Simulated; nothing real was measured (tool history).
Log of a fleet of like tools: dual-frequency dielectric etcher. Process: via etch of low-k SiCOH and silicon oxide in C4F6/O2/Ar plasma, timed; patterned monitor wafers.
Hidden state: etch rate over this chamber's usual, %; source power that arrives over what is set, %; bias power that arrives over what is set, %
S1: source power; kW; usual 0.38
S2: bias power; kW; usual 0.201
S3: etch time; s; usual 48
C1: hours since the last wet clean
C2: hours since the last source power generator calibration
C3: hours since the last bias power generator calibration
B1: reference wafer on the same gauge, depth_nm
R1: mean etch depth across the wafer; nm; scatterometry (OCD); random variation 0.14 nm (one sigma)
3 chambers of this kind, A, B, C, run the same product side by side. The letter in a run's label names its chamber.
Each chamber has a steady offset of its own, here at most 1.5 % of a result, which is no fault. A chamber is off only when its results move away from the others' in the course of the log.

run,hour,S1,S2,S3,C1,C2,C3,B1,R1
1B,6.7,0.38,0.201,48,237.4,292.6,986.5,102.04,115.14
2C,14.4,0.38,0.201,48,300.4,260.7,809.5,102.08,115.07
3A,20.4,0.38,0.201,48,352,3053.3,1484.8,102.07,114
4A,24.5,0.38,0.201,48,356.1,3057.4,1488.9,102.11,114.16
5B,32.7,0.48,0.201,48,263.4,318.6,1012.5,102.12,126.52
6C,40.1,0.48,0.201,48,326.1,286.4,835.2,102.11,126.38
7B,47.5,0.48,0.201,48,278.2,333.4,1027.3,102.17,126.65
8A,52.8,0.38,0.201,48,384.4,3085.7,1517.2,102.21,114.16
9C,56.7,0.38,0.201,48,342.7,303,851.8,102.22,115.38
10B,62.9,0.38,0.201,48,293.6,348.8,1042.7,102.23,115.69
11A,66.9,0.38,0.201,48,398.5,3099.8,1531.3,102.27,114.55
12C,71.5,0.38,0.201,48,357.5,317.8,866.6,102.29,115.58
13C,78.7,0.38,0.201,48,364.7,325,873.8,102.3,115.65
14B,85.1,0.43,0.201,59.5,315.8,371,1064.9,102.31,150.55
# hour 92.4: chamber A: wet clean of the chamber
15A,93.1,0.43,0.201,59.5,0.8,3126,1557.5,102.35,149.09
16A,97.7,0.43,0.201,59.5,5.4,3130.6,1562.1,102.37,148.72
17B,105.3,0.38,0.201,48,336,391.2,1085.1,102.38,115.91
18C,111.4,0.38,0.201,48,397.4,357.7,906.5,102.41,115.41
19B,115.3,0.38,0.248,48,346,401.2,1095.1,102.42,123.96
20C,123.3,0.38,0.248,48,409.3,369.6,918.4,102.48,123.99
21A,130.5,0.38,0.248,48,38.2,3163.4,1594.9,102.5,122.86

Next, every chamber runs the same settings. What will each give?
22A,136.4,0.38,0.201,37,,,,,?
22B,136.4,0.38,0.201,37,,,,,?
22C,136.4,0.38,0.201,37,,,,,?

run,R1
22A,88.414
22B,89.384
22C,89.313
